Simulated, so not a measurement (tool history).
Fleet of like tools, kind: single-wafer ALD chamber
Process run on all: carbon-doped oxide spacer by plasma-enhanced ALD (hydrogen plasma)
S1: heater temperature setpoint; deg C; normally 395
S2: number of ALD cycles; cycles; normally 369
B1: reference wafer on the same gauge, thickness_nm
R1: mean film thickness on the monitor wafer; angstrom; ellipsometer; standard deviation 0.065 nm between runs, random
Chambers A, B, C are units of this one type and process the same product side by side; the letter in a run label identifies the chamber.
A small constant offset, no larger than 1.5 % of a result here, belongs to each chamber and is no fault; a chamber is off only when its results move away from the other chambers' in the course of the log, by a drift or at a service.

run	hour	S1	S2	B1	R1
1C	6.1	395	369	20.500	184.79
2B	13.2	395	369	20.501	183.98
3A	17.2	395	369	20.513	181.11
4C	23.2	395	369	20.497	185.08
5B	29.6	395	369	20.480	184.06
6A	36.8	395	369	20.492	182.09
7B	41.0	386	345	20.504	172.25
8C	44.4	386	345	20.505	173.13
9A	50.3	386	345	20.498	169.01
10B	53.7	395	369	20.517	184.28
11C	58.4	395	331	20.530	166.17
12A	62.8	395	331	20.508	163.31
13B	68.6	395	331	20.500	165.11
14A	71.8	395	369	20.500	180.41
15C	77.0	395	369	20.513	185.71
16C	80.3	395	369	20.493	186.30
17B	85.0	395	369	20.494	184.57
18A	92.0	395	369	20.489	181.50
19C	98.7	395	369	20.492	186.11
20B	104.8	395	369	20.483	185.30
21A	111.2	389	424	20.479	209.32
22B	115.9	389	424	20.500	212.00
23C	122.7	389	424	20.501	211.53

All 3 chambers run these settings next. Forecast each chamber's results:
24A	127.8	395	431		?
24B	127.8	395	431		?
24C	127.8	395	431		?

run	R1
24A	212.49
24B	215.43
24C	216.90

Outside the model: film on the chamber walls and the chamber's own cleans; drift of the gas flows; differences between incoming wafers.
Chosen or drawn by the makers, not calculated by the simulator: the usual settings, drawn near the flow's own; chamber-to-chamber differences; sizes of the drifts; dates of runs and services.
